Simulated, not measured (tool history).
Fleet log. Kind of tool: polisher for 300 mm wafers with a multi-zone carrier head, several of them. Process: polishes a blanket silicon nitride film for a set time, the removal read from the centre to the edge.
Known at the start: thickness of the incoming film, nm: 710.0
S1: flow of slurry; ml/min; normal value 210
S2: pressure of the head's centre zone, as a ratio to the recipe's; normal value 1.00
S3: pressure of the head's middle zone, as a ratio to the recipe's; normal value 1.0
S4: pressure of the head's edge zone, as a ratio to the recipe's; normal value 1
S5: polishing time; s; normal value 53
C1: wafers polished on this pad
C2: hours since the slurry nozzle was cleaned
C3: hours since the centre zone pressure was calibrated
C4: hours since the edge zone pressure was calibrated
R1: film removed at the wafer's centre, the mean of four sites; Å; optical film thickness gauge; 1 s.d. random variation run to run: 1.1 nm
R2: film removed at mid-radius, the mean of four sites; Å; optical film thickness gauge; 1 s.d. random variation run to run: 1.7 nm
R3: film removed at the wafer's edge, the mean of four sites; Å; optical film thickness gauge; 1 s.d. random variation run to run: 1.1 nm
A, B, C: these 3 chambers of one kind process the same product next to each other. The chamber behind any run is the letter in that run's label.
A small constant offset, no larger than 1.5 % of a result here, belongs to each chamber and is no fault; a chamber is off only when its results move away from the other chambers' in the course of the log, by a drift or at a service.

| run | hour | S1 | S2 | S3 | S4 | S5 | C1 | C2 | C3 | C4 | R1 | R2 | R3 |
|---|---|---|---|---|---|---|---|---|---|---|---|---|---|
| 1A | 9.5 | 210 | 1.00 | 1.0 | 1 | 53 | 503 | 533.0 | 125.5 | 75.7 | 1181.1 | 1147.4 | 1163.3 |
|  | 18.0 | chamber C: worn pad replaced by a new one |
| 2C | 20.9 | 210 | 1.00 | 1.0 | 1 | 53 | 32 | 507.1 | 78.2 | 224.8 | 1179.1 | 1136.3 | 1145.9 |
| 3B | 30.1 | 210 | 1.00 | 1.0 | 1 | 53 | 391 | 459.0 | 657.3 | 318.5 | 1141.7 | 1169.3 | 1163.3 |
| 4A | 38.3 | 210 | 1.00 | 1.0 | 1 | 53 | 820 | 561.8 | 154.3 | 104.5 | 1199.9 | 1155.5 | 1171.6 |
| 5C | 49.0 | 210 | 1.00 | 1.0 | 1 | 53 | 341 | 535.2 | 106.3 | 252.9 | 1175.0 | 1182.2 | 1165.0 |
| 6B | 55.3 | 210 | 1.00 | 1.0 | 1 | 53 | 668 | 484.2 | 682.5 | 343.7 | 1151.5 | 1163.8 | 1176.4 |
|  | 66.4 | chamber C: worn pad replaced by a new one |
| 7A | 67.6 | 210 | 1.00 | 1.0 | 1 | 53 | 1142 | 591.1 | 183.6 | 133.8 | 1159.6 | 1165.0 | 1185.3 |
|  | 70.8 | chamber A: worn pad replaced by a new one |
| 8C | 77.5 | 210 | 1.00 | 1.0 | 1 | 53 | 122 | 563.7 | 134.8 | 281.4 | 1177.5 | 1163.9 | 1150.9 |
|  | 82.6 | chamber B: worn pad replaced by a new one |
| 9B | 87.4 | 210 | 1.00 | 1.0 | 1 | 53 | 53 | 516.3 | 714.6 | 375.8 | 1163.9 | 1175.6 | 1150.5 |
| 10C | 96.4 | 210 | 1.00 | 1.0 | 1 | 53 | 330 | 582.6 | 153.7 | 300.3 | 1161.3 | 1196.8 | 1141.2 |
| 11B | 105.9 | 210 | 1.00 | 1.0 | 1 | 53 | 257 | 534.8 | 733.1 | 394.3 | 1136.9 | 1166.4 | 1161.2 |
|  | 110.5 | chamber C: worn pad replaced by a new one |
| 12A | 112.6 | 265 | 1.00 | 1.1 | 1 | 53 | 460 | 636.1 | 228.6 | 178.8 | 1210.4 | 1274.2 | 1204.7 |
| 13C | 121.6 | 265 | 1.00 | 1.1 | 1 | 53 | 122 | 607.8 | 178.9 | 325.5 | 1213.7 | 1275.9 | 1167.0 |
|  | 133.6 | chamber A: slurry nozzle cleaned |
| 14A | 134.7 | 265 | 1.00 | 1.1 | 1 | 53 | 704 | 1.2 | 250.7 | 200.9 | 1234.2 | 1284.6 | 1210.0 |
| 15B | 141.7 | 210 | 1.00 | 1.0 | 1 | 53 | 651 | 570.6 | 768.9 | 430.1 | 1138.4 | 1161.6 | 1162.2 |
| 16B | 150.4 | 210 | 1.00 | 1.0 | 1 | 53 | 747 | 579.3 | 777.6 | 438.8 | 1134.7 | 1164.3 | 1164.2 |
|  | 153.5 | chamber C: worn pad replaced by a new one |
| 17A | 158.5 | 210 | 1.00 | 1.0 | 1 | 53 | 966 | 25.0 | 274.5 | 224.7 | 1178.9 | 1200.8 | 1163.1 |
|  | 167.4 | chamber A: worn pad replaced by a new one |
| 18C | 171.2 | 210 | 1.00 | 1.0 | 1 | 53 | 195 | 657.4 | 228.5 | 375.1 | 1179.2 | 1165.6 | 1150.6 |
| 19C | 184.0 | 210 | 1.00 | 1.0 | 1 | 53 | 336 | 670.2 | 241.3 | 387.9 | 1159.9 | 1153.2 | 1165.8 |
|  | 191.1 | chamber B: worn pad replaced by a new one |
|  | 191.3 | chamber B: centre zone pressure recalibrated |
| 20A | 195.2 | 210 | 1.00 | 1.0 | 1 | 53 | 306 | 61.7 | 311.2 | 261.4 | 1196.1 | 1137.5 | 1168.6 |
| 21B | 206.1 | 210 | 1.00 | 1.0 | 1 | 53 | 165 | 635.0 | 14.9 | 494.5 | 1135.9 | 1202.5 | 1140.2 |
|  | 210.4 | chamber C: worn pad replaced by a new one |
| 22B | 217.8 | 210 | 1.00 | 1.0 | 1 | 53 | 294 | 646.7 | 26.6 | 506.2 | 1131.3 | 1150.5 | 1168.8 |
| 23A | 223.9 | 210 | 1.00 | 1.0 | 1 | 53 | 622 | 90.4 | 339.9 | 290.1 | 1166.5 | 1149.6 | 1167.8 |
| 24C | 232.2 | 210 | 1.00 | 1.0 | 1 | 53 | 241 | 718.4 | 289.5 | 436.1 | 1147.5 | 1141.9 | 1160.8 |
| 25C | 242.1 | 210 | 1.00 | 1.0 | 1 | 53 | 350 | 728.3 | 299.4 | 446.0 | 1171.0 | 1156.4 | 1141.9 |
| 26A | 251.1 | 210 | 1.00 | 1.0 | 1 | 53 | 921 | 117.6 | 367.1 | 317.3 | 1189.3 | 1163.8 | 1165.6 |

All 3 chambers run these settings next. Forecast each chamber's results:
| 27A | 260.7 | 210 | 0.94 | 1.0 | 1 | 53 |  |  |  |  | ? | ? | ? |
| 27B | 260.7 | 210 | 0.94 | 1.0 | 1 | 53 |  |  |  |  | ? | ? | ? |
| 27C | 260.7 | 210 | 0.94 | 1.0 | 1 | 53 |  |  |  |  | ? | ? | ? |

| run | R1 | R2 | R3 |
|---|---|---|---|
| 27A | 1095.8 | 1148.4 | 1169.6 |
| 27B | 1080.7 | 1136.1 | 1163.3 |
| 27C | 1102.0 | 1132.7 | 1152.7 |
